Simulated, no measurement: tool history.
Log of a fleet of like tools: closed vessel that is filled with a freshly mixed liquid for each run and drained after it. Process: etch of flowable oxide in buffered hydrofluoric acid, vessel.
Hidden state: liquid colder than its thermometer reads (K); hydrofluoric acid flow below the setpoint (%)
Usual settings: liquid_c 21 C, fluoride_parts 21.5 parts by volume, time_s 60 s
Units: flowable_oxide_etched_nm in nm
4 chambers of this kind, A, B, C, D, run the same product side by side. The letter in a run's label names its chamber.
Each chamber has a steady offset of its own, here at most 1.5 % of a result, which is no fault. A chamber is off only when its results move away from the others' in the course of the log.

run	day	liquid_c	fluoride_parts	time_s	hours since the thermometer was replaced	hours since the hydrofluoric acid flow meter was replaced	read-back film thickness of the flowable oxide reference wafer, read on the same gauge (nm)	flowable_oxide_etched_nm
1D	0.217	21	21.5	60	775.2	458.1	80.013	62.721
2A	0.408	21	21.5	60	380.8	336.5	79.993	62.21
3B	0.721	21	21.5	60	758.1	278.5	79.981	62.198
4C	1.088	21	21.5	60	1180.4	1393.6	80.024	61.899
5C	1.371	21	21.5	60	1187.2	1400.4	79.986	62.242
6A	1.583	21	21.5	60	409	364.7	79.98	62.748
7D	1.812	21	21.5	60	813.5	496.4	80.011	63.197
8B	2.021	21	21.5	60	789.3	309.7	79.961	62.448
9A	2.342	21	21.5	60	427.2	382.9	79.997	62.353
10C	2.508	21	21.5	60	1214.5	1427.7	80	62.361
11D	2.683	21	21.5	60	834.4	517.3	80	63.042
12B	3.012	24	14.5	60	813.1	333.5	80.012	106.55
13B	3.188	24	14.5	60	817.3	337.7	80.013	107.35
14A	3.417	24	14.5	60	453	408.7	79.983	104.27
15C	3.65	24	14.5	60	1241.9	1455.1	79.973	104.96
16D	3.929	21	21.5	60	864.3	547.2	79.972	62.973
17B	4.233	21	14.5	60	842.4	362.8	79.991	90.703
18A	4.604	21	14.5	60	481.5	437.2	79.976	88.848
19C	4.875	21	14.5	60	1271.3	1484.5	80.039	90.603
# day 4.925: chamber B: hydrofluoric acid flow meter replaced
20D	5.188	21	14.5	60	894.5	577.4	79.998	90.114
21B	5.5	21	21.5	60	872.8	13.8	80.004	62.642
22A	5.746	21	21.5	60	508.9	464.6	80.017	62.249
23D	6.121	21	21.5	60	916.9	599.8	79.97	62.871
24C	6.425	21	21.5	60	1308.5	1521.7	79.991	62.449
25C	6.592	21	21.5	60	1312.5	1525.7	79.993	62.704
26D	6.808	21	21.5	35	933.4	616.3	79.987	36.918
27A	7.138	21	21.5	35	542.3	498	80.012	36.235
28B	7.479	21	21.5	35	920.3	61.3	80.012	36.584
29D	7.683	21	21.5	35	954.4	637.3	80.01	36.574
30A	7.917	21	21.5	60	561	516.7	79.978	62.117
31B	8.1	21	21.5	60	935.2	76.2	80.026	63.083

All 4 chambers run these settings next. Forecast each chamber's results:
32A	8.375	21	21.5	70				?
32B	8.375	21	21.5	70				?
32C	8.375	21	21.5	70				?
32D	8.375	21	21.5	70				?

run	flowable_oxide_etched_nm
32A	72.749
32B	72.491
32C	72.609
32D	73.502

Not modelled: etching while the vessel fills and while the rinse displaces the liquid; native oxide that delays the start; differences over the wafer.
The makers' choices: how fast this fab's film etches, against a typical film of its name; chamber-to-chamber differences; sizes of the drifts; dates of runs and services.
